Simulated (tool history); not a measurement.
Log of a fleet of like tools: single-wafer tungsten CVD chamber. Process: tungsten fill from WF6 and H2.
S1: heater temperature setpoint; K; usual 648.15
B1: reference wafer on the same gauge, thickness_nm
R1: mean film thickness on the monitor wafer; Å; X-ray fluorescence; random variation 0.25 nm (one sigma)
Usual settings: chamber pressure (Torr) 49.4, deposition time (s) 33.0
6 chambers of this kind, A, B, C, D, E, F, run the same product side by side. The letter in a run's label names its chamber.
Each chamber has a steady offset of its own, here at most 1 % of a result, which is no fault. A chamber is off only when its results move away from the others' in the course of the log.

{"run": "1F", "hour": 3.3, "S1": 648.15, "chamber pressure (Torr)": 49.4, "deposition time (s)": 33.0, "B1": 61.748, "R1": 741.91}
{"run": "2D", "hour": 8.6, "S1": 648.15, "chamber pressure (Torr)": 49.4, "deposition time (s)": 33.0, "B1": 61.674, "R1": 738.69}
{"run": "3A", "hour": 12.2, "S1": 648.15, "chamber pressure (Torr)": 49.4, "deposition time (s)": 33.0, "B1": 61.647, "R1": 736.61}
{"run": "4E", "hour": 14.6, "S1": 648.15, "chamber pressure (Torr)": 49.4, "deposition time (s)": 33.0, "B1": 61.709, "R1": 740.62}
{"run": "5C", "hour": 17.5, "S1": 648.15, "chamber pressure (Torr)": 49.4, "deposition time (s)": 33.0, "B1": 61.712, "R1": 740.91}
{"run": "6B", "hour": 22.2, "S1": 648.15, "chamber pressure (Torr)": 49.4, "deposition time (s)": 33.0, "B1": 61.694, "R1": 743.11}
{"run": "7B", "hour": 26.8, "S1": 648.15, "chamber pressure (Torr)": 49.4, "deposition time (s)": 33.0, "B1": 61.636, "R1": 743.75}
{"run": "8E", "hour": 32.0, "S1": 648.15, "chamber pressure (Torr)": 57.2, "deposition time (s)": 38.6, "B1": 61.656, "R1": 926.36}
{"run": "9F", "hour": 34.5, "S1": 648.15, "chamber pressure (Torr)": 57.2, "deposition time (s)": 38.6, "B1": 61.72, "R1": 929.18}
{"run": "10A", "hour": 39.3, "S1": 648.15, "chamber pressure (Torr)": 57.2, "deposition time (s)": 38.6, "B1": 61.705, "R1": 928.37}
{"run": "11D", "hour": 41.8, "S1": 648.15, "chamber pressure (Torr)": 57.2, "deposition time (s)": 38.6, "B1": 61.707, "R1": 919.9}
{"run": "12C", "hour": 46.2, "S1": 648.15, "chamber pressure (Torr)": 57.2, "deposition time (s)": 38.6, "B1": 61.708, "R1": 914.33}
{"run": "13C", "hour": 50.6, "S1": 648.15, "chamber pressure (Torr)": 57.2, "deposition time (s)": 38.6, "B1": 61.691, "R1": 909.45}
{"run": "14F", "hour": 54.5, "S1": 648.15, "chamber pressure (Torr)": 49.4, "deposition time (s)": 33.0, "B1": 61.708, "R1": 744.78}
{"run": "15D", "hour": 58.4, "S1": 648.15, "chamber pressure (Torr)": 49.4, "deposition time (s)": 33.0, "B1": 61.732, "R1": 736.0}
{"run": "16A", "hour": 63.3, "S1": 648.15, "chamber pressure (Torr)": 49.4, "deposition time (s)": 33.0, "B1": 61.732, "R1": 740.99}
{"run": "17B", "hour": 67.1, "S1": 648.15, "chamber pressure (Torr)": 49.4, "deposition time (s)": 33.0, "B1": 61.704, "R1": 744.8}
{"run": "18E", "hour": 70.2, "S1": 648.15, "chamber pressure (Torr)": 49.4, "deposition time (s)": 33.0, "B1": 61.711, "R1": 744.22}
{"run": "19B", "hour": 75.4, "S1": 648.15, "chamber pressure (Torr)": 58.3, "deposition time (s)": 33.0, "B1": 61.714, "R1": 797.07}
{"run": "20E", "hour": 78.1, "S1": 648.15, "chamber pressure (Torr)": 58.3, "deposition time (s)": 33.0, "B1": 61.705, "R1": 803.86}
{"run": "21F", "hour": 83.0, "S1": 648.15, "chamber pressure (Torr)": 58.3, "deposition time (s)": 33.0, "B1": 61.686, "R1": 804.73}
{"run": "22D", "hour": 86.5, "S1": 648.15, "chamber pressure (Torr)": 58.3, "deposition time (s)": 33.0, "B1": 61.672, "R1": 793.01}
{"run": "23A", "hour": 92.0, "S1": 648.15, "chamber pressure (Torr)": 58.3, "deposition time (s)": 33.0, "B1": 61.722, "R1": 795.7}
{"run": "24C", "hour": 95.5, "S1": 648.15, "chamber pressure (Torr)": 58.3, "deposition time (s)": 33.0, "B1": 61.748, "R1": 769.34}
{"run": "25B", "hour": 99.5, "S1": 648.15, "chamber pressure (Torr)": 49.4, "deposition time (s)": 33.0, "B1": 61.688, "R1": 743.37}
{"run": "26A", "hour": 103.2, "S1": 648.15, "chamber pressure (Torr)": 49.4, "deposition time (s)": 37.1, "B1": 61.738, "R1": 834.97}
{"run": "27D", "hour": 106.0, "S1": 648.15, "chamber pressure (Torr)": 49.4, "deposition time (s)": 37.1, "B1": 61.689, "R1": 828.52}
{"run": "28E", "hour": 111.6, "S1": 648.15, "chamber pressure (Torr)": 49.4, "deposition time (s)": 37.1, "B1": 61.659, "R1": 838.31}
{"run": "29F", "hour": 114.4, "S1": 648.15, "chamber pressure (Torr)": 49.4, "deposition time (s)": 37.1, "B1": 61.682, "R1": 831.63}
{"run": "30C", "hour": 118.6, "S1": 648.15, "chamber pressure (Torr)": 49.4, "deposition time (s)": 37.1, "B1": 61.73, "R1": 798.27}
{"run": "31A", "hour": 121.6, "S1": 648.15, "chamber pressure (Torr)": 49.4, "deposition time (s)": 37.1, "B1": 61.684, "R1": 832.41}
{"run": "32E", "hour": 124.9, "S1": 648.15, "chamber pressure (Torr)": 49.4, "deposition time (s)": 33.0, "B1": 61.684, "R1": 742.1}
{"run": "33D", "hour": 128.9, "S1": 648.15, "chamber pressure (Torr)": 49.4, "deposition time (s)": 33.0, "B1": 61.762, "R1": 735.84}
{"run": "34B", "hour": 133.3, "S1": 648.15, "chamber pressure (Torr)": 49.4, "deposition time (s)": 33.0, "B1": 61.723, "R1": 738.82}
{"run": "35F", "hour": 138.6, "S1": 648.15, "chamber pressure (Torr)": 49.4, "deposition time (s)": 33.0, "B1": 61.744, "R1": 742.22}
{"run": "36C", "hour": 141.5, "S1": 648.15, "chamber pressure (Torr)": 49.4, "deposition time (s)": 33.0, "B1": 61.646, "R1": 708.23}
{"run": "37C", "hour": 144.4, "S1": 659.15, "chamber pressure (Torr)": 43.2, "deposition time (s)": 33.0, "B1": 61.714, "R1": 829.03}
{"run": "38D", "hour": 148.5, "S1": 659.15, "chamber pressure (Torr)": 43.2, "deposition time (s)": 33.0, "B1": 61.721, "R1": 865.87}
{"run": "39F", "hour": 154.0, "S1": 659.15, "chamber pressure (Torr)": 43.2, "deposition time (s)": 33.0, "B1": 61.655, "R1": 875.28}

All 6 chambers run these settings next. Forecast each chamber's results:
{"run": "40A", "hour": 157.9, "S1": 648.15, "chamber pressure (Torr)": 38.9, "deposition time (s)": 33.0, "R1": "?"}
{"run": "40B", "hour": 157.9, "S1": 648.15, "chamber pressure (Torr)": 38.9, "deposition time (s)": 33.0, "R1": "?"}
{"run": "40C", "hour": 157.9, "S1": 648.15, "chamber pressure (Torr)": 38.9, "deposition time (s)": 33.0, "R1": "?"}
{"run": "40D", "hour": 157.9, "S1": 648.15, "chamber pressure (Torr)": 38.9, "deposition time (s)": 33.0, "R1": "?"}
{"run": "40E", "hour": 157.9, "S1": 648.15, "chamber pressure (Torr)": 38.9, "deposition time (s)": 33.0, "R1": "?"}
{"run": "40F", "hour": 157.9, "S1": 648.15, "chamber pressure (Torr)": 38.9, "deposition time (s)": 33.0, "R1": "?"}

run=40A R1=663.14
run=40B R1=667.32
run=40C R1=630.33
run=40D R1=659.92
run=40E R1=665.23
run=40F R1=669.78
